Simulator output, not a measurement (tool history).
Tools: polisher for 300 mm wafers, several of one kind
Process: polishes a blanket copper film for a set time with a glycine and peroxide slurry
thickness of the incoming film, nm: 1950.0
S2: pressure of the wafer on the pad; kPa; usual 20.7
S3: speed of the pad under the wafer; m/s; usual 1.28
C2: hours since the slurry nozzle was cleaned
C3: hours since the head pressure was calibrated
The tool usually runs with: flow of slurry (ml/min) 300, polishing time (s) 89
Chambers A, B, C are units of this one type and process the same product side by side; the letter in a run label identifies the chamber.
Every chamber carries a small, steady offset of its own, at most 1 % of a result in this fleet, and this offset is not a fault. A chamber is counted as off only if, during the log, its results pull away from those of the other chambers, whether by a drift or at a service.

-- day=0.196 chamber B: worn pad replaced by a new one
run 1C day=0.396 | flow_of_slurry_(ml/min)=300 S2=20.7 S3=1.28 polishing_time_(s)=89 | wafers_polished_on_this_pad=861 C2=45.8 C3=209.7 | film_removed_(Å)=5866.3
-- day=0.621 chamber A: worn pad replaced by a new one
-- day=0.667 chamber C: worn pad replaced by a new one
run 2A day=0.817 | flow_of_slurry_(ml/min)=300 S2=20.7 S3=1.28 polishing_time_(s)=89 | wafers_polished_on_this_pad=65 C2=603 C3=658.8 | film_removed_(Å)=5890.8
run 3B day=1.192 | flow_of_slurry_(ml/min)=300 S2=20.7 S3=1.28 polishing_time_(s)=89 | wafers_polished_on_this_pad=330 C2=128.2 C3=121 | film_removed_(Å)=5889.8
run 4B day=1.638 | flow_of_slurry_(ml/min)=300 S2=20.7 S3=1.28 polishing_time_(s)=89 | wafers_polished_on_this_pad=478 C2=138.9 C3=131.7 | film_removed_(Å)=5915.2
run 5C day=1.962 | flow_of_slurry_(ml/min)=300 S2=20.7 S3=1.28 polishing_time_(s)=89 | wafers_polished_on_this_pad=431 C2=83.4 C3=247.3 | film_removed_(Å)=5921.7
run 6A day=2.212 | flow_of_slurry_(ml/min)=300 S2=15.9 S3=1.28 polishing_time_(s)=89 | wafers_polished_on_this_pad=528 C2=636.5 C3=692.3 | film_removed_(Å)=4668
run 7B day=2.625 | flow_of_slurry_(ml/min)=300 S2=15.9 S3=1.28 polishing_time_(s)=89 | wafers_polished_on_this_pad=806 C2=162.6 C3=155.4 | film_removed_(Å)=4679.9
run 8A day=2.904 | flow_of_slurry_(ml/min)=300 S2=15.9 S3=1.28 polishing_time_(s)=89 | wafers_polished_on_this_pad=757 C2=653.1 C3=708.9 | film_removed_(Å)=4684.5
-- day=2.954 chamber C: worn pad replaced by a new one
run 9C day=3.142 | flow_of_slurry_(ml/min)=300 S2=20.7 S3=1.28 polishing_time_(s)=89 | wafers_polished_on_this_pad=62 C2=111.7 C3=275.6 | film_removed_(Å)=5838.9
run 10B day=3.521 | flow_of_slurry_(ml/min)=300 S2=20.7 S3=1.02 polishing_time_(s)=89 | wafers_polished_on_this_pad=1103 C2=184.1 C3=176.9 | film_removed_(Å)=4821.1
-- day=3.612 chamber B: worn pad replaced by a new one
run 11A day=3.946 | flow_of_slurry_(ml/min)=300 S2=20.7 S3=1.02 polishing_time_(s)=89 | wafers_polished_on_this_pad=1103 C2=678.1 C3=733.9 | film_removed_(Å)=4751.9
run 12C day=4.362 | flow_of_slurry_(ml/min)=300 S2=20.7 S3=1.02 polishing_time_(s)=89 | wafers_polished_on_this_pad=467 C2=141 C3=304.9 | film_removed_(Å)=4807.7
run 13C day=4.662 | flow_of_slurry_(ml/min)=300 S2=20.7 S3=1.28 polishing_time_(s)=89 | wafers_polished_on_this_pad=567 C2=148.2 C3=312.1 | film_removed_(Å)=5871.5
-- day=4.9 chamber A: worn pad replaced by a new one
run 14B day=4.912 | flow_of_slurry_(ml/min)=300 S2=20.7 S3=1.28 polishing_time_(s)=89 | wafers_polished_on_this_pad=431 C2=217.5 C3=210.3 | film_removed_(Å)=5856.5
run 15A day=5.367 | flow_of_slurry_(ml/min)=300 S2=20.7 S3=1.28 polishing_time_(s)=89 | wafers_polished_on_this_pad=155 C2=712.2 C3=768 | film_removed_(Å)=5840.5
run 16C day=5.629 | flow_of_slurry_(ml/min)=300 S2=20.7 S3=1.28 polishing_time_(s)=89 | wafers_polished_on_this_pad=888 C2=171.4 C3=335.3 | film_removed_(Å)=5922
-- day=5.688 chamber C: worn pad replaced by a new one
run 17B day=5.988 | flow_of_slurry_(ml/min)=300 S2=26.9 S3=1.28 polishing_time_(s)=89 | wafers_polished_on_this_pad=788 C2=243.3 C3=236.1 | film_removed_(Å)=7391.9
run 18A day=6.296 | flow_of_slurry_(ml/min)=300 S2=26.9 S3=1.28 polishing_time_(s)=89 | wafers_polished_on_this_pad=463 C2=734.5 C3=790.3 | film_removed_(Å)=7284.8
-- day=6.667 chamber C: head pressure recalibrated
run 19A day=6.688 | flow_of_slurry_(ml/min)=300 S2=26.9 S3=1.28 polishing_time_(s)=89 | wafers_polished_on_this_pad=593 C2=743.9 C3=799.7 | film_removed_(Å)=7354.8
-- day=6.992 chamber B: worn pad replaced by a new one
run 20C day=7.138 | flow_of_slurry_(ml/min)=300 S2=20.7 S3=1.28 polishing_time_(s)=89 | wafers_polished_on_this_pad=481 C2=207.6 C3=11.3 | film_removed_(Å)=5322.8
run 21B day=7.358 | flow_of_slurry_(ml/min)=300 S2=20.7 S3=1.28 polishing_time_(s)=89 | wafers_polished_on_this_pad=122 C2=276.2 C3=269 | film_removed_(Å)=5929.7
run 22C day=7.721 | flow_of_slurry_(ml/min)=300 S2=20.7 S3=1.28 polishing_time_(s)=89 | wafers_polished_on_this_pad=675 C2=221.6 C3=25.3 | film_removed_(Å)=5362.6
-- day=7.912 chamber C: worn pad replaced by a new one
run 23A day=8.021 | flow_of_slurry_(ml/min)=300 S2=20.7 S3=1.28 polishing_time_(s)=89 | wafers_polished_on_this_pad=1036 C2=775.9 C3=831.7 | film_removed_(Å)=5862.7
run 24B day=8.283 | flow_of_slurry_(ml/min)=335 S2=20.7 S3=1.28 polishing_time_(s)=79 | wafers_polished_on_this_pad=429 C2=298.4 C3=291.2 | film_removed_(Å)=5247.3
run 25C day=8.533 | flow_of_slurry_(ml/min)=335 S2=20.7 S3=1.28 polishing_time_(s)=79 | wafers_polished_on_this_pad=207 C2=241.1 C3=44.8 | film_removed_(Å)=4719.5
run 26B day=8.733 | flow_of_slurry_(ml/min)=335 S2=20.7 S3=1.28 polishing_time_(s)=79 | wafers_polished_on_this_pad=579 C2=309.2 C3=302 | film_removed_(Å)=5304.8
run 27A day=9.042 | flow_of_slurry_(ml/min)=300 S2=20.7 S3=1.28 polishing_time_(s)=89 | wafers_polished_on_this_pad=1375 C2=800.4 C3=856.2 | film_removed_(Å)=5808.3
-- day=9.358 chamber A: worn pad replaced by a new one
run 28C day=9.458 | flow_of_slurry_(ml/min)=300 S2=20.7 S3=1.28 polishing_time_(s)=89 | wafers_polished_on_this_pad=514 C2=263.3 C3=67 | film_removed_(Å)=5314
run 29A day=9.667 | flow_of_slurry_(ml/min)=300 S2=20.7 S3=0.9 polishing_time_(s)=89 | wafers_polished_on_this_pad=103 C2=815.4 C3=871.2 | film_removed_(Å)=4296.2
run 30B day=9.879 | flow_of_slurry_(ml/min)=300 S2=20.7 S3=0.9 polishing_time_(s)=89 | wafers_polished_on_this_pad=959 C2=336.7 C3=329.5 | film_removed_(Å)=4393.5
-- day=10.058 chamber B: worn pad replaced by a new one
run 31B day=10.112 | flow_of_slurry_(ml/min)=300 S2=20.7 S3=0.9 polishing_time_(s)=89 | wafers_polished_on_this_pad=18 C2=342.3 C3=335.1 | film_removed_(Å)=4395.1
run 32A day=10.462 | flow_of_slurry_(ml/min)=300 S2=20.7 S3=1.28 polishing_time_(s)=89 | wafers_polished_on_this_pad=367 C2=834.5 C3=890.3 | film_removed_(Å)=5831.2
-- day=10.671 chamber C: worn pad replaced by a new one
run 33C day=10.738 | flow_of_slurry_(ml/min)=300 S2=20.7 S3=1.28 polishing_time_(s)=89 | wafers_polished_on_this_pad=23 C2=294 C3=97.7 | film_removed_(Å)=5302.5

Each of the 3 chambers runs these same settings next. Fill in every chamber's results:
run 34A day=11.067 | flow_of_slurry_(ml/min)=395 S2=20.7 S3=1.28 polishing_time_(s)=89 | film_removed_(Å)=?
run 34B day=11.067 | flow_of_slurry_(ml/min)=395 S2=20.7 S3=1.28 polishing_time_(s)=89 | film_removed_(Å)=?
run 34C day=11.067 | flow_of_slurry_(ml/min)=395 S2=20.7 S3=1.28 polishing_time_(s)=89 | film_removed_(Å)=?

run=34A film_removed_(Å)=5988.4
run=34B film_removed_(Å)=6096.3
run=34C film_removed_(Å)=5384.5
